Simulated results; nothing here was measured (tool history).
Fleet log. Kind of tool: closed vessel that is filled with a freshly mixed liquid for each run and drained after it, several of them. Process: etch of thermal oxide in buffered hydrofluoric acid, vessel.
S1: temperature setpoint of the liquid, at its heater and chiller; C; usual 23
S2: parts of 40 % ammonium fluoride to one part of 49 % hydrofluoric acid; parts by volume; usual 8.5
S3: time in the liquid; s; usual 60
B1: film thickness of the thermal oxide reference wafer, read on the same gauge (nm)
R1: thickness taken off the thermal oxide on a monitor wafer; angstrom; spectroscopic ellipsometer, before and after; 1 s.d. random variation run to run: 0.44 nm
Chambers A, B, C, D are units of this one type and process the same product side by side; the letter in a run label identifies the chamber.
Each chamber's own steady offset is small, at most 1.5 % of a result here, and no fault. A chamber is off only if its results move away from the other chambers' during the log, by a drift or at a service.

-- hour=6.1 chamber B: hydrofluoric acid flow meter replaced
run 1A hour=10.7 | S1=23 S2=8.5 S3=60 | B1=119.98 | R1=765.21
run 2D hour=17.1 | S1=23 S2=8.5 S3=60 | B1=120.01 | R1=778.48
-- hour=27.4 chamber A: hydrofluoric acid flow meter replaced
run 3B hour=29 | S1=23 S2=8.5 S3=60 | B1=120.01 | R1=766.02
run 4C hour=36.1 | S1=23 S2=8.5 S3=60 | B1=120 | R1=775.64
run 5B hour=50 | S1=23 S2=8.5 S3=60 | B1=120.02 | R1=766.7
run 6C hour=63.7 | S1=23 S2=8.5 S3=60 | B1=120.02 | R1=768.94
run 7A hour=77.1 | S1=23 S2=8.5 S3=60 | B1=120.03 | R1=768.2
run 8D hour=89 | S1=23 S2=8.5 S3=60 | B1=120 | R1=776.15
run 9C hour=97.7 | S1=23 S2=8.5 S3=60 | B1=119.98 | R1=770.78
run 10D hour=111.9 | S1=23 S2=8.5 S3=60 | B1=120 | R1=774.59
run 11B hour=124.8 | S1=23 S2=8.5 S3=60 | B1=120.02 | R1=767.33
run 12A hour=133.8 | S1=23 S2=8.5 S3=60 | B1=119.96 | R1=763.61
run 13D hour=144.3 | S1=23 S2=8.5 S3=60 | B1=119.95 | R1=778.69
run 14C hour=153.2 | S1=23 S2=8.5 S3=60 | B1=120.03 | R1=764.61
run 15B hour=165.1 | S1=23 S2=8.5 S3=60 | B1=119.98 | R1=767.36
run 16A hour=178.4 | S1=23 S2=8.5 S3=80 | B1=120 | R1=1008.6
run 17B hour=189.1 | S1=23 S2=8.5 S3=80 | B1=120.03 | R1=1010.6
run 18A hour=198 | S1=23 S2=8.5 S3=80 | B1=120.06 | R1=1015.7
run 19C hour=212.5 | S1=23 S2=8.5 S3=80 | B1=120 | R1=1035.5
run 20D hour=220 | S1=23 S2=8.5 S3=60 | B1=120.05 | R1=794.4
run 21A hour=232.5 | S1=23 S2=8.5 S3=60 | B1=119.97 | R1=761.77
-- hour=242.5 chamber A: thermometer replaced
run 22B hour=244.3 | S1=23 S2=8.5 S3=90 | B1=119.95 | R1=1146.4
run 23D hour=253.3 | S1=23 S2=8.5 S3=90 | B1=119.98 | R1=1197.4
run 24C hour=261.8 | S1=23 S2=8.5 S3=90 | B1=120.02 | R1=1153.4
run 25A hour=269.5 | S1=23 S2=8.5 S3=90 | B1=119.97 | R1=1146.4
run 26C hour=276.5 | S1=23 S2=8.5 S3=60 | B1=119.96 | R1=774.78
run 27D hour=285.7 | S1=23 S2=8.5 S3=60 | B1=119.95 | R1=806.39
run 28B hour=294.8 | S1=23 S2=8.5 S3=60 | B1=119.96 | R1=759.03
run 29A hour=308.2 | S1=23 S2=8.5 S3=60 | B1=120.03 | R1=762.58
run 30B hour=315.1 | S1=23 S2=8.5 S3=60 | B1=119.99 | R1=762.62
run 31D hour=323 | S1=20.5 S2=10 S3=60 | B1=119.98 | R1=612.33
run 32C hour=333.2 | S1=20.5 S2=10 S3=60 | B1=119.99 | R1=586.45
run 33D hour=341.1 | S1=20.5 S2=10 S3=60 | B1=120 | R1=612.49
run 34C hour=349.6 | S1=20.5 S2=10 S3=60 | B1=119.97 | R1=586.28
run 35B hour=362 | S1=23 S2=11.5 S3=60 | B1=120.04 | R1=581.29
run 36A hour=374.9 | S1=23 S2=11.5 S3=60 | B1=119.98 | R1=589.62
run 37B hour=388.8 | S1=23 S2=11.5 S3=60 | B1=120.01 | R1=586.09
run 38C hour=397.4 | S1=23 S2=11.5 S3=60 | B1=119.99 | R1=593.41

Each of the 4 chambers runs these same settings next. Fill in every chamber's results:
run 39A hour=408 | S1=23 S2=8.5 S3=60 | R1=?
run 39B hour=408 | S1=23 S2=8.5 S3=60 | R1=?
run 39C hour=408 | S1=23 S2=8.5 S3=60 | R1=?
run 39D hour=408 | S1=23 S2=8.5 S3=60 | R1=?

run=39A R1=759.62
run=39B R1=758.9
run=39C R1=766.85
run=39D R1=827.14

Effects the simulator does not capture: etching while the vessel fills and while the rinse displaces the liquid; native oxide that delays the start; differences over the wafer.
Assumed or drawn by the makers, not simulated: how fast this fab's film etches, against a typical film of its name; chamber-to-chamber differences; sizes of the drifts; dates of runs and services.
